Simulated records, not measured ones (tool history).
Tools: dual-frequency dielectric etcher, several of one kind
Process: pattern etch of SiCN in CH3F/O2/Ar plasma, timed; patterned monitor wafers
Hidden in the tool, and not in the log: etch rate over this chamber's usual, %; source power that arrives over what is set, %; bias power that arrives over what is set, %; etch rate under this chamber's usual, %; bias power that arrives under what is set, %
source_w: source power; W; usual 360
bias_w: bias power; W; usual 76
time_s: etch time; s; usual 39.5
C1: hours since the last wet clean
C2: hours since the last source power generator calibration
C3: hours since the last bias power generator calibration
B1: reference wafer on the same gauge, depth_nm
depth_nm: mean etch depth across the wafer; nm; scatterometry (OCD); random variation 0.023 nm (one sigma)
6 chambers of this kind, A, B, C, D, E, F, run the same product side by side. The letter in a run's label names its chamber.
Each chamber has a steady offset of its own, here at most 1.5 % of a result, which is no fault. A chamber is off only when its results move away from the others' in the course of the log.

run 1C hour=6.8 | source_w=360 bias_w=76 time_s=39.5 | C1=14.4 C2=1824.5 C3=1088.5 | B1=13.205 | depth_nm=14.5510
run 2B hour=15.8 | source_w=360 bias_w=76 time_s=39.5 | C1=292.5 C2=1340.1 C3=228.3 | B1=13.203 | depth_nm=14.6780
run 3D hour=25.2 | source_w=360 bias_w=76 time_s=39.5 | C1=470.7 C2=2761.0 C3=1173.9 | B1=13.209 | depth_nm=14.7610
run 4A hour=35.3 | source_w=360 bias_w=76 time_s=39.5 | C1=270.2 C2=507.0 C3=3109.4 | B1=13.208 | depth_nm=14.7600
run 5E hour=42.9 | source_w=360 bias_w=76 time_s=39.5 | C1=313.2 C2=1791.4 C3=3192.5 | B1=13.217 | depth_nm=14.4480
run 6F hour=52.2 | source_w=360 bias_w=76 time_s=39.5 | C1=61.9 C2=895.9 C3=888.6 | B1=13.221 | depth_nm=14.5680
run 7A hour=57.3 | source_w=360 bias_w=76 time_s=39.5 | C1=292.2 C2=529.0 C3=3131.4 | B1=13.223 | depth_nm=14.7500
run 8D hour=62.5 | source_w=360 bias_w=76 time_s=39.5 | C1=508.0 C2=2798.3 C3=1211.2 | B1=13.222 | depth_nm=14.7370
run 9E hour=71.2 | source_w=360 bias_w=76 time_s=39.5 | C1=341.5 C2=1819.7 C3=3220.8 | B1=13.221 | depth_nm=14.4840
run 10B hour=77.6 | source_w=360 bias_w=94 time_s=39.5 | C1=354.3 C2=1401.9 C3=290.1 | B1=13.227 | depth_nm=15.8550
run 11C hour=85.7 | source_w=360 bias_w=94 time_s=39.5 | C1=93.3 C2=1903.4 C3=1167.4 | B1=13.227 | depth_nm=15.8160
run 12F hour=94.0 | source_w=360 bias_w=94 time_s=39.5 | C1=103.7 C2=937.7 C3=930.4 | B1=13.228 | depth_nm=15.7120
run 13A hour=103.0 | source_w=360 bias_w=94 time_s=39.5 | C1=337.9 C2=574.7 C3=3177.1 | B1=13.238 | depth_nm=15.9480
run 14D hour=113.2 | source_w=360 bias_w=94 time_s=39.5 | C1=558.7 C2=2849.0 C3=1261.9 | B1=13.233 | depth_nm=16.0030
run 15F hour=118.9 | source_w=360 bias_w=94 time_s=39.5 | C1=128.6 C2=962.6 C3=955.3 | B1=13.233 | depth_nm=15.7350
run 16E hour=127.4 | source_w=360 bias_w=76 time_s=39.5 | C1=397.7 C2=1875.9 C3=3277.0 | B1=13.240 | depth_nm=14.5180
run 17C hour=134.3 | source_w=300 bias_w=76 time_s=34.0 | C1=141.9 C2=1952.0 C3=1216.0 | B1=13.239 | depth_nm=11.7340
-- hour=139.5 chamber E: wet clean of the chamber
run 18B hour=141.2 | source_w=300 bias_w=76 time_s=34.0 | C1=417.9 C2=1465.5 C3=353.7 | B1=13.250 | depth_nm=11.8100
-- hour=141.7 chamber B: wet clean of the chamber
run 19D hour=147.2 | source_w=300 bias_w=76 time_s=34.0 | C1=592.7 C2=2883.0 C3=1295.9 | B1=13.244 | depth_nm=11.8180
-- hour=150.5 chamber D: wet clean of the chamber
run 20A hour=152.3 | source_w=300 bias_w=76 time_s=34.0 | C1=387.2 C2=624.0 C3=3226.4 | B1=13.248 | depth_nm=11.9070
run 21F hour=159.7 | source_w=300 bias_w=76 time_s=34.0 | C1=169.4 C2=1003.4 C3=996.1 | B1=13.245 | depth_nm=11.7480
run 22B hour=166.6 | source_w=300 bias_w=76 time_s=34.0 | C1=25.0 C2=1490.9 C3=379.1 | B1=13.250 | depth_nm=11.8160
run 23C hour=171.1 | source_w=360 bias_w=76 time_s=39.5 | C1=178.7 C2=1988.8 C3=1252.8 | B1=13.255 | depth_nm=14.6190
run 24E hour=177.3 | source_w=360 bias_w=76 time_s=39.5 | C1=37.9 C2=1925.8 C3=3326.9 | B1=13.258 | depth_nm=14.4860
run 25A hour=183.7 | source_w=360 bias_w=76 time_s=39.5 | C1=418.6 C2=655.4 C3=3257.8 | B1=13.253 | depth_nm=14.7830
run 26D hour=188.7 | source_w=360 bias_w=70 time_s=28.0 | C1=38.3 C2=2924.5 C3=1337.4 | B1=13.250 | depth_nm=10.1560
run 27F hour=196.6 | source_w=360 bias_w=70 time_s=28.0 | C1=206.3 C2=1040.3 C3=1033.0 | B1=13.259 | depth_nm=10.0610
run 28E hour=205.2 | source_w=360 bias_w=70 time_s=28.0 | C1=65.8 C2=1953.7 C3=3354.8 | B1=13.258 | depth_nm=9.9881
run 29B hour=210.2 | source_w=360 bias_w=70 time_s=28.0 | C1=68.6 C2=1534.5 C3=422.7 | B1=13.262 | depth_nm=10.1200
run 30C hour=218.7 | source_w=360 bias_w=70 time_s=28.0 | C1=226.3 C2=2036.4 C3=1300.4 | B1=13.264 | depth_nm=10.0800
run 31A hour=226.5 | source_w=360 bias_w=70 time_s=28.0 | C1=461.4 C2=698.2 C3=3300.6 | B1=13.265 | depth_nm=10.2260
run 32F hour=232.5 | source_w=360 bias_w=76 time_s=39.5 | C1=242.2 C2=1076.2 C3=1068.9 | B1=13.260 | depth_nm=14.5880
run 33E hour=238.8 | source_w=360 bias_w=76 time_s=39.5 | C1=99.4 C2=1987.3 C3=3388.4 | B1=13.268 | depth_nm=14.5580
run 34C hour=247.3 | source_w=360 bias_w=76 time_s=39.5 | C1=254.9 C2=2065.0 C3=1329.0 | B1=13.274 | depth_nm=14.6620
run 35B hour=255.4 | source_w=360 bias_w=76 time_s=39.5 | C1=113.8 C2=1579.7 C3=467.9 | B1=13.275 | depth_nm=14.7610
run 36D hour=264.8 | source_w=360 bias_w=76 time_s=39.5 | C1=114.4 C2=3000.6 C3=1413.5 | B1=13.282 | depth_nm=14.8090
run 37F hour=272.2 | source_w=360 bias_w=76 time_s=29.0 | C1=281.9 C2=1115.9 C3=1108.6 | B1=13.285 | depth_nm=10.7400
run 38B hour=279.7 | source_w=360 bias_w=76 time_s=29.0 | C1=138.1 C2=1604.0 C3=492.2 | B1=13.277 | depth_nm=10.8260
run 39E hour=288.4 | source_w=360 bias_w=76 time_s=29.0 | C1=149.0 C2=2036.9 C3=3438.0 | B1=13.282 | depth_nm=10.6690

All 6 chambers run these settings next. Forecast each chamber's results:
run 40A hour=295.7 | source_w=360 bias_w=76 time_s=39.5 | depth_nm=?
run 40B hour=295.7 | source_w=360 bias_w=76 time_s=39.5 | depth_nm=?
run 40C hour=295.7 | source_w=360 bias_w=76 time_s=39.5 | depth_nm=?
run 40D hour=295.7 | source_w=360 bias_w=76 time_s=39.5 | depth_nm=?
run 40E hour=295.7 | source_w=360 bias_w=76 time_s=39.5 | depth_nm=?
run 40F hour=295.7 | source_w=360 bias_w=76 time_s=39.5 | depth_nm=?

run=40A depth_nm=14.8120
run=40B depth_nm=14.7660
run=40C depth_nm=14.6450
run=40D depth_nm=14.7900
run=40E depth_nm=14.5300
run=40F depth_nm=14.6170
